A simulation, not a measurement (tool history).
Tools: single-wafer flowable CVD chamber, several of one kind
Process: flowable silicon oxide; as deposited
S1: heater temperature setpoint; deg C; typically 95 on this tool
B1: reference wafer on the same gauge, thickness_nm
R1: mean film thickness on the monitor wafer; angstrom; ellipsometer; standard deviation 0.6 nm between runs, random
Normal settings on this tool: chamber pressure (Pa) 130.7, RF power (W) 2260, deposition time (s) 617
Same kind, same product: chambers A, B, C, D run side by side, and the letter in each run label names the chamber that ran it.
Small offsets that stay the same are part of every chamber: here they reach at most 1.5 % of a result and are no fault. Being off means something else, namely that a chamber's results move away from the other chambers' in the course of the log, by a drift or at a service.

run 1C hour=2.5 | S1=95 chamber_pressure_(Pa)=130.7 RF_power_(W)=2260 deposition_time_(s)=617 | B1=505.87 | R1=5807.6
run 2D hour=6.2 | S1=95 chamber_pressure_(Pa)=130.7 RF_power_(W)=2260 deposition_time_(s)=617 | B1=505.90 | R1=5774.2
run 3B hour=10.6 | S1=95 chamber_pressure_(Pa)=130.7 RF_power_(W)=2260 deposition_time_(s)=617 | B1=505.75 | R1=5890.8
run 4A hour=15.1 | S1=95 chamber_pressure_(Pa)=130.7 RF_power_(W)=2260 deposition_time_(s)=617 | B1=505.73 | R1=5845.0
-- hour=17.2 chamber B: capacitance manometer re-zeroed and calibrated
run 5B hour=17.6 | S1=95 chamber_pressure_(Pa)=130.7 RF_power_(W)=2260 deposition_time_(s)=617 | B1=505.64 | R1=5898.8
run 6A hour=20.9 | S1=95 chamber_pressure_(Pa)=130.7 RF_power_(W)=2260 deposition_time_(s)=617 | B1=505.63 | R1=5845.7
run 7D hour=23.4 | S1=95 chamber_pressure_(Pa)=130.7 RF_power_(W)=2260 deposition_time_(s)=617 | B1=505.60 | R1=5780.3
run 8C hour=26.0 | S1=95 chamber_pressure_(Pa)=161.1 RF_power_(W)=1920 deposition_time_(s)=617 | B1=505.58 | R1=7109.9
run 9D hour=30.3 | S1=95 chamber_pressure_(Pa)=161.1 RF_power_(W)=1920 deposition_time_(s)=617 | B1=505.64 | R1=7114.0
run 10B hour=33.7 | S1=95 chamber_pressure_(Pa)=161.1 RF_power_(W)=1920 deposition_time_(s)=617 | B1=505.51 | R1=7283.4
run 11C hour=38.6 | S1=95 chamber_pressure_(Pa)=161.1 RF_power_(W)=1920 deposition_time_(s)=617 | B1=505.26 | R1=7090.1
-- hour=39.5 chamber C: RF generator calibrated
run 12A hour=41.2 | S1=95 chamber_pressure_(Pa)=130.7 RF_power_(W)=2260 deposition_time_(s)=617 | B1=505.38 | R1=5838.3
run 13A hour=45.4 | S1=95 chamber_pressure_(Pa)=130.7 RF_power_(W)=2260 deposition_time_(s)=617 | B1=505.28 | R1=5845.8
run 14B hour=47.9 | S1=95 chamber_pressure_(Pa)=130.7 RF_power_(W)=2260 deposition_time_(s)=617 | B1=505.22 | R1=5881.6
run 15D hour=51.4 | S1=95 chamber_pressure_(Pa)=130.7 RF_power_(W)=2260 deposition_time_(s)=617 | B1=505.29 | R1=5758.5
-- hour=54.7 chamber D: capacitance manometer re-zeroed and calibrated
run 16C hour=55.4 | S1=95 chamber_pressure_(Pa)=130.7 RF_power_(W)=2260 deposition_time_(s)=617 | B1=505.14 | R1=5798.7
run 17C hour=58.1 | S1=95 chamber_pressure_(Pa)=130.7 RF_power_(W)=2260 deposition_time_(s)=617 | B1=504.98 | R1=5783.4
run 18A hour=62.0 | S1=95 chamber_pressure_(Pa)=130.7 RF_power_(W)=2260 deposition_time_(s)=617 | B1=504.92 | R1=5832.9
run 19B hour=65.1 | S1=95 chamber_pressure_(Pa)=130.7 RF_power_(W)=2260 deposition_time_(s)=617 | B1=504.88 | R1=5888.2
run 20D hour=69.3 | S1=95 chamber_pressure_(Pa)=130.7 RF_power_(W)=2260 deposition_time_(s)=617 | B1=504.98 | R1=5767.5
run 21C hour=74.0 | S1=95 chamber_pressure_(Pa)=130.7 RF_power_(W)=2260 deposition_time_(s)=617 | B1=504.81 | R1=5796.4
run 22B hour=78.8 | S1=95 chamber_pressure_(Pa)=130.7 RF_power_(W)=2260 deposition_time_(s)=617 | B1=504.72 | R1=5877.0
run 23A hour=83.4 | S1=95 chamber_pressure_(Pa)=100.1 RF_power_(W)=2260 deposition_time_(s)=617 | B1=504.60 | R1=4150.8
run 24D hour=88.2 | S1=95 chamber_pressure_(Pa)=100.1 RF_power_(W)=2260 deposition_time_(s)=617 | B1=504.57 | R1=4100.3
run 25A hour=90.8 | S1=95 chamber_pressure_(Pa)=100.1 RF_power_(W)=2260 deposition_time_(s)=617 | B1=504.60 | R1=4153.0
run 26B hour=94.3 | S1=95 chamber_pressure_(Pa)=100.1 RF_power_(W)=2260 deposition_time_(s)=617 | B1=504.50 | R1=4165.5
run 27C hour=98.5 | S1=95 chamber_pressure_(Pa)=130.7 RF_power_(W)=2260 deposition_time_(s)=617 | B1=504.39 | R1=5789.4
run 28D hour=102.8 | S1=95 chamber_pressure_(Pa)=130.7 RF_power_(W)=2260 deposition_time_(s)=617 | B1=504.34 | R1=5762.3
run 29D hour=105.3 | S1=95 chamber_pressure_(Pa)=130.7 RF_power_(W)=2260 deposition_time_(s)=617 | B1=504.28 | R1=5750.1
run 30C hour=110.2 | S1=95 chamber_pressure_(Pa)=130.7 RF_power_(W)=2260 deposition_time_(s)=617 | B1=504.24 | R1=5800.2
run 31A hour=114.1 | S1=95 chamber_pressure_(Pa)=130.7 RF_power_(W)=2260 deposition_time_(s)=617 | B1=504.16 | R1=5832.2
run 32B hour=117.1 | S1=95 chamber_pressure_(Pa)=130.7 RF_power_(W)=2260 deposition_time_(s)=617 | B1=504.05 | R1=5874.4
run 33D hour=120.5 | S1=95 chamber_pressure_(Pa)=130.7 RF_power_(W)=2260 deposition_time_(s)=617 | B1=504.01 | R1=5752.0
run 34C hour=123.4 | S1=95 chamber_pressure_(Pa)=99.7 RF_power_(W)=2260 deposition_time_(s)=617 | B1=503.93 | R1=4137.3
run 35B hour=127.6 | S1=95 chamber_pressure_(Pa)=99.7 RF_power_(W)=2260 deposition_time_(s)=617 | B1=504.02 | R1=4136.3
run 36A hour=130.1 | S1=95 chamber_pressure_(Pa)=99.7 RF_power_(W)=2260 deposition_time_(s)=617 | B1=503.93 | R1=4119.8

Predict what each chamber gives when all 4 of them run the settings below next.
run 37A hour=133.7 | S1=95 chamber_pressure_(Pa)=130.7 RF_power_(W)=2260 deposition_time_(s)=617 | R1=?
run 37B hour=133.7 | S1=95 chamber_pressure_(Pa)=130.7 RF_power_(W)=2260 deposition_time_(s)=617 | R1=?
run 37C hour=133.7 | S1=95 chamber_pressure_(Pa)=130.7 RF_power_(W)=2260 deposition_time_(s)=617 | R1=?
run 37D hour=133.7 | S1=95 chamber_pressure_(Pa)=130.7 RF_power_(W)=2260 deposition_time_(s)=617 | R1=?

run=37A R1=5828.2
run=37B R1=5865.0
run=37C R1=5770.4
run=37D R1=5744.6
